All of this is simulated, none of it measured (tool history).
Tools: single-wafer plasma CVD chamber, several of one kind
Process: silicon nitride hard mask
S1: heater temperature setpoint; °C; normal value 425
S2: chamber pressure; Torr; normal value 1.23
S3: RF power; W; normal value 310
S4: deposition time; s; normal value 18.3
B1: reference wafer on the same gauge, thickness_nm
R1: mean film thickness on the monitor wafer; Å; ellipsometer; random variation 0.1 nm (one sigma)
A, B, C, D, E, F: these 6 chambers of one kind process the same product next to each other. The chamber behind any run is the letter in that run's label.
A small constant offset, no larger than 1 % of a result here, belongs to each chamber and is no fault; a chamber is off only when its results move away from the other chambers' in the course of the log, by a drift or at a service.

run     day   S1    S2   S3    S4      B1      R1
 1C   0.562  425  1.23  310  18.3  17.988  198.28
 2B   1.054  425  1.23  310  18.3  17.995  198.12
 3E   1.438  425  1.23  310  18.3  17.993  198.24
 4A   1.892  425  1.23  310  18.3  18.012  197.90
 5F   2.446  425  1.23  310  18.3  17.978  196.49
 6D   3.050  425  1.23  310  18.3  18.005  195.11
 7B   3.333  425  1.23  310  18.3  18.005  198.17
 8D   3.650  425  1.23  280  16.0  18.001  158.01
      4.029  -- chamber D: RF generator calibrated
 9E   4.142  425  1.23  280  16.0  18.002  162.05
10C   4.662  425  1.23  280  16.0  18.000  162.65
11A   4.979  425  1.23  280  16.0  18.002  162.80
      5.292  -- chamber E: RF generator calibrated
12F   5.321  425  1.23  280  16.0  17.995  161.07
13B   5.692  425  1.23  280  16.0  18.010  161.84
14A   6.242  425  1.23  310  18.3  17.993  199.22
15D   6.800  425  1.23  310  18.3  17.984  197.15
16C   7.229  425  1.23  310  18.3  18.004  196.35
17F   7.733  425  1.23  310  18.3  18.014  196.88
      7.983  -- chamber B: capacitance manometer re-zeroed and calibrated
18E   8.150  425  1.23  310  18.3  18.002  196.31
19F   8.600  425  1.23  310  18.3  17.982  196.99
20B   9.192  425  1.23  310  18.3  18.008  197.42
21E   9.558  425  1.23  310  18.3  17.977  196.66
22C  10.021  439  1.23  310  18.3  17.992  195.15
23D  10.446  439  1.23  310  18.3  18.013  194.49
24A  10.812  439  1.23  310  18.3  17.981  197.43
25E  11.162  439  1.23  310  18.3  17.998  194.81
26D  11.696  439  1.23  310  18.3  17.996  194.92
27A  12.092  439  1.23  310  18.3  18.016  197.91
28F  12.642  425  1.23  310  18.3  17.996  198.41
29C  13.108  425  1.23  310  18.3  18.002  190.82
30B  13.533  425  1.23  310  18.3  18.000  198.69
     13.854  -- chamber F: thermocouple changed; heater temperature recalibrated
31E  13.862  425  1.23  310  18.3  18.003  196.39
     14.250  -- chamber C: thermocouple changed; heater temperature recalibrated
32D  14.446  425  1.23  310  18.3  18.004  195.71
33F  14.900  425  1.23  310  18.3  18.010  197.81
34B  15.500  425  1.23  310  18.3  18.004  196.63
35A  16.092  425  1.23  310  18.3  17.992  199.74
36C  16.596  425  1.23  250  18.3  17.991  165.59
37E  16.925  425  1.23  250  18.3  18.000  168.41
38B  17.546  425  1.23  250  18.3  17.999  171.22
39A  17.983  425  1.23  250  18.3  17.995  172.46
40C  18.454  425  1.23  250  18.3  17.999  165.11

Each of the 6 chambers runs these same settings next. Fill in every chamber's results:
41A  18.904  425  1.23  310  18.3       ?
41B  18.904  425  1.23  310  18.3       ?
41C  18.904  425  1.23  310  18.3       ?
41D  18.904  425  1.23  310  18.3       ?
41E  18.904  425  1.23  310  18.3       ?
41F  18.904  425  1.23  310  18.3       ?

run      R1
41A  199.50
41B  198.34
41C  189.14
41D  195.82
41E  196.78
41F  197.13

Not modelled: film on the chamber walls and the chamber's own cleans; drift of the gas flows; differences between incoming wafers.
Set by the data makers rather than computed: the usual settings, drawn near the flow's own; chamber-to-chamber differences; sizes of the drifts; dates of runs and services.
